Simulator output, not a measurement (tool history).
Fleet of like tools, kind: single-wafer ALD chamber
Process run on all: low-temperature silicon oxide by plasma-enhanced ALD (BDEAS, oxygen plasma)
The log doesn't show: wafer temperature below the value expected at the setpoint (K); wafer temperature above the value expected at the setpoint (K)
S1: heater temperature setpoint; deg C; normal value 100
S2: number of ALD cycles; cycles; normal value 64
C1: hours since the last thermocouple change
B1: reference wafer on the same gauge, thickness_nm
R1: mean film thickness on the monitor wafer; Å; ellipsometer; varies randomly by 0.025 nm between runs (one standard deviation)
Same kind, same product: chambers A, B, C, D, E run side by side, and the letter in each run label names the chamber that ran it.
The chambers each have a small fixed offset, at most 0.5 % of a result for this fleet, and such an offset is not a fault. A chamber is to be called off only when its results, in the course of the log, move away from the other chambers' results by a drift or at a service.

run 1D hour=2.9 | S1=100 S2=64 | C1=157.9 | B1=10.24 | R1=91.586
run 2C hour=6.3 | S1=100 S2=64 | C1=1277.3 | B1=10.236 | R1=91.222
run 3B hour=9.7 | S1=100 S2=64 | C1=1671.3 | B1=10.231 | R1=91.691
run 4A hour=11.9 | S1=100 S2=64 | C1=220.1 | B1=10.239 | R1=91.034
run 5E hour=15.8 | S1=100 S2=64 | C1=493.5 | B1=10.251 | R1=91.005
run 6D hour=20.3 | S1=100 S2=64 | C1=175.3 | B1=10.25 | R1=91.244
run 7B hour=24.6 | S1=100 S2=64 | C1=1686.2 | B1=10.237 | R1=91.141
run 8A hour=28.2 | S1=100 S2=64 | C1=236.4 | B1=10.238 | R1=90.792
run 9C hour=31 | S1=100 S2=64 | C1=1302 | B1=10.24 | R1=90.765
run 10E hour=34.5 | S1=110 S2=53 | C1=512.2 | B1=10.242 | R1=74.185
run 11E hour=37.6 | S1=110 S2=53 | C1=515.3 | B1=10.239 | R1=74.126
run 12A hour=41.8 | S1=110 S2=53 | C1=250 | B1=10.24 | R1=74.101
run 13B hour=44.7 | S1=110 S2=53 | C1=1706.3 | B1=10.24 | R1=73.725
run 14C hour=49.1 | S1=110 S2=53 | C1=1320.1 | B1=10.243 | R1=73.776
run 15D hour=51.3 | S1=100 S2=64 | C1=206.3 | B1=10.237 | R1=91.499
-- hour=52.8 chamber C: thermocouple changed; heater temperature recalibrated
run 16A hour=54.8 | S1=89 S2=54 | C1=263 | B1=10.248 | R1=79.614
run 17E hour=58.5 | S1=89 S2=54 | C1=536.2 | B1=10.244 | R1=79.98
run 18D hour=62.7 | S1=89 S2=54 | C1=217.7 | B1=10.239 | R1=79.947
run 19C hour=66.6 | S1=89 S2=54 | C1=13.9 | B1=10.244 | R1=79.868
run 20B hour=70.5 | S1=89 S2=54 | C1=1732.1 | B1=10.235 | R1=79.798
run 21B hour=74.3 | S1=100 S2=64 | C1=1735.9 | B1=10.24 | R1=91.263
run 22A hour=78.2 | S1=100 S2=64 | C1=286.4 | B1=10.237 | R1=91.115
run 23D hour=81.5 | S1=100 S2=64 | C1=236.5 | B1=10.239 | R1=91.381
run 24E hour=85.9 | S1=100 S2=64 | C1=563.6 | B1=10.242 | R1=91.35
run 25C hour=90.3 | S1=100 S2=64 | C1=37.6 | B1=10.238 | R1=90.892
run 26A hour=93.7 | S1=100 S2=64 | C1=301.9 | B1=10.236 | R1=91.316
run 27B hour=98 | S1=100 S2=64 | C1=1759.6 | B1=10.238 | R1=91.828
run 28E hour=100.5 | S1=100 S2=64 | C1=578.2 | B1=10.239 | R1=91.121
run 29D hour=103.8 | S1=100 S2=64 | C1=258.8 | B1=10.244 | R1=91.109
run 30C hour=106.2 | S1=100 S2=64 | C1=53.5 | B1=10.247 | R1=91.112
run 31E hour=109.9 | S1=100 S2=53 | C1=587.6 | B1=10.239 | R1=75.775
run 32C hour=114.3 | S1=100 S2=53 | C1=61.6 | B1=10.234 | R1=75.232
run 33B hour=117.9 | S1=100 S2=53 | C1=1779.5 | B1=10.236 | R1=75.648
run 34A hour=121.2 | S1=100 S2=53 | C1=329.4 | B1=10.245 | R1=75.535
run 35D hour=125.3 | S1=100 S2=53 | C1=280.3 | B1=10.236 | R1=75.555
run 36C hour=129.1 | S1=100 S2=64 | C1=76.4 | B1=10.236 | R1=90.998
run 37B hour=131.7 | S1=100 S2=64 | C1=1793.3 | B1=10.244 | R1=91.574
run 38A hour=135.2 | S1=100 S2=64 | C1=343.4 | B1=10.243 | R1=91.338
run 39D hour=139.7 | S1=100 S2=64 | C1=294.7 | B1=10.242 | R1=91.354
run 40E hour=142.3 | S1=100 S2=64 | C1=620 | B1=10.239 | R1=91

Is one chamber out of step, is the gauge drifting, or do the chambers differ by no more than their own small offsets? For an off chamber, give its letter and the likeliest cause.

Nothing is wrong: each chamber keeps only its own small, steady offset and the gauge holds still.
